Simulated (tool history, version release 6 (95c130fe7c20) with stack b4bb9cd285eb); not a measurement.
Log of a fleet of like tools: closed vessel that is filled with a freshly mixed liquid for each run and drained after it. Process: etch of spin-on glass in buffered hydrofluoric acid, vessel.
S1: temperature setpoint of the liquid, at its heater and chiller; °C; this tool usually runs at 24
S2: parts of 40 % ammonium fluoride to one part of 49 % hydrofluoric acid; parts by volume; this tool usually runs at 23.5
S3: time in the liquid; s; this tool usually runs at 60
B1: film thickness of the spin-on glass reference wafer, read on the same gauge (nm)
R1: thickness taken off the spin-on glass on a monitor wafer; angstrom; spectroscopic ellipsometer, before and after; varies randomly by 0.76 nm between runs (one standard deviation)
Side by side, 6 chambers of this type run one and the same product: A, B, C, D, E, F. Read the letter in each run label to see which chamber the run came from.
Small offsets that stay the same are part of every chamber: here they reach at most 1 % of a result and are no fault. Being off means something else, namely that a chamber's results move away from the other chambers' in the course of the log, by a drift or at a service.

| run | hour | S1 | S2 | S3 | B1 | R1 |
|---|---|---|---|---|---|---|
| 1C | 9.8 | 24 | 23.5 | 60 | 39.973 | 791.39 |
| 2B | 18 | 24 | 23.5 | 60 | 40 | 793.86 |
| 3D | 30.2 | 24 | 23.5 | 60 | 39.973 | 805.18 |
| 4E | 39 | 24 | 23.5 | 60 | 40.015 | 776.83 |
| 5F | 44.8 | 24 | 23.5 | 60 | 39.987 | 787.92 |
| 6A | 54 | 24 | 16.5 | 60 | 40.01 | 1087.5 |
| 7B | 65.1 | 24 | 16.5 | 60 | 39.977 | 1079.8 |
| 8E | 72.2 | 24 | 16.5 | 60 | 40.025 | 1067.6 |
| 9C | 80.6 | 24 | 16.5 | 60 | 39.988 | 1084.7 |
| 10D | 92.6 | 24 | 16.5 | 60 | 40.01 | 1062.9 |
| 11F | 103 | 24 | 16.5 | 60 | 39.995 | 1071.8 |
| 12A | 111.1 | 24 | 23.5 | 60 | 39.989 | 782.86 |
| 13D | 119.5 | 24 | 23.5 | 60 | 39.993 | 789.67 |
| 14C | 128.9 | 24 | 23.5 | 60 | 40.003 | 775.17 |
|  | 139.9 | chamber C: hydrofluoric acid flow meter replaced |
| 15B | 140.9 | 24 | 23.5 | 60 | 40.005 | 790.98 |
| 16E | 153.8 | 24 | 23.5 | 40 | 40 | 534.63 |
| 17F | 166.4 | 24 | 23.5 | 40 | 39.999 | 525.32 |
|  | 166.5 | chamber D: hydrofluoric acid flow meter replaced |
| 18A | 178.6 | 24 | 23.5 | 40 | 39.984 | 537.5 |
| 19E | 186.3 | 24 | 23.5 | 40 | 39.993 | 522.71 |
| 20D | 192.1 | 24 | 23.5 | 40 | 39.987 | 528.27 |
| 21A | 204.7 | 24 | 23.5 | 40 | 40.002 | 525.85 |
| 22C | 217.6 | 24 | 23.5 | 60 | 40.03 | 813.51 |
| 23F | 226.4 | 24 | 23.5 | 60 | 40.023 | 791.04 |
| 24B | 239.2 | 24 | 23.5 | 60 | 40.001 | 797.51 |
| 25D | 246.5 | 24 | 23.5 | 60 | 39.983 | 787.42 |
| 26E | 257.1 | 24 | 23.5 | 60 | 39.951 | 792.6 |
| 27A | 265.5 | 24 | 23.5 | 60 | 39.983 | 797.83 |
|  | 266.8 | chamber B: thermometer replaced |
| 28F | 273.1 | 24 | 23.5 | 60 | 39.992 | 788.5 |
| 29B | 281.7 | 24 | 23.5 | 60 | 39.988 | 794.41 |
| 30C | 293.2 | 24 | 23.5 | 60 | 39.931 | 842.69 |
| 31E | 304.9 | 24 | 23.5 | 60 | 40.004 | 783.21 |
| 32C | 316.4 | 24 | 23.5 | 60 | 39.977 | 846.01 |
| 33F | 323.8 | 24 | 23.5 | 60 | 40.026 | 790.5 |
| 34D | 334.1 | 24 | 23.5 | 60 | 39.975 | 792.63 |
| 35A | 341 | 24 | 23.5 | 60 | 39.944 | 786.79 |
| 36B | 352.3 | 24 | 23.5 | 60 | 40.015 | 786.09 |
|  | 358.1 | chamber A: thermometer replaced |
| 37C | 363.3 | 24 | 23.5 | 60 | 40.01 | 872.26 |
| 38B | 374.9 | 24 | 23.5 | 60 | 40.01 | 797.37 |
| 39E | 386.5 | 24 | 23.5 | 45 | 40 | 587.32 |
| 40D | 399.5 | 24 | 23.5 | 45 | 40.022 | 596.02 |
| 41A | 407.2 | 24 | 23.5 | 45 | 40.012 | 603.99 |
| 42F | 418.5 | 24 | 23.5 | 45 | 39.993 | 598.01 |
| 43A | 431.2 | 24 | 23.5 | 45 | 39.983 | 601.87 |
| 44C | 441.5 | 24 | 23.5 | 45 | 40.042 | 674.57 |

Each of the 6 chambers runs these same settings next. Fill in every chamber's results:
| 45A | 451 | 24 | 23.5 | 60 |  | ? |
| 45B | 451 | 24 | 23.5 | 60 |  | ? |
| 45C | 451 | 24 | 23.5 | 60 |  | ? |
| 45D | 451 | 24 | 23.5 | 60 |  | ? |
| 45E | 451 | 24 | 23.5 | 60 |  | ? |
| 45F | 451 | 24 | 23.5 | 60 |  | ? |

| run | R1 |
|---|---|
| 45A | 796.37 |
| 45B | 788.99 |
| 45C | 898.9 |
| 45D | 799.01 |
| 45E | 793.12 |
| 45F | 805.35 |

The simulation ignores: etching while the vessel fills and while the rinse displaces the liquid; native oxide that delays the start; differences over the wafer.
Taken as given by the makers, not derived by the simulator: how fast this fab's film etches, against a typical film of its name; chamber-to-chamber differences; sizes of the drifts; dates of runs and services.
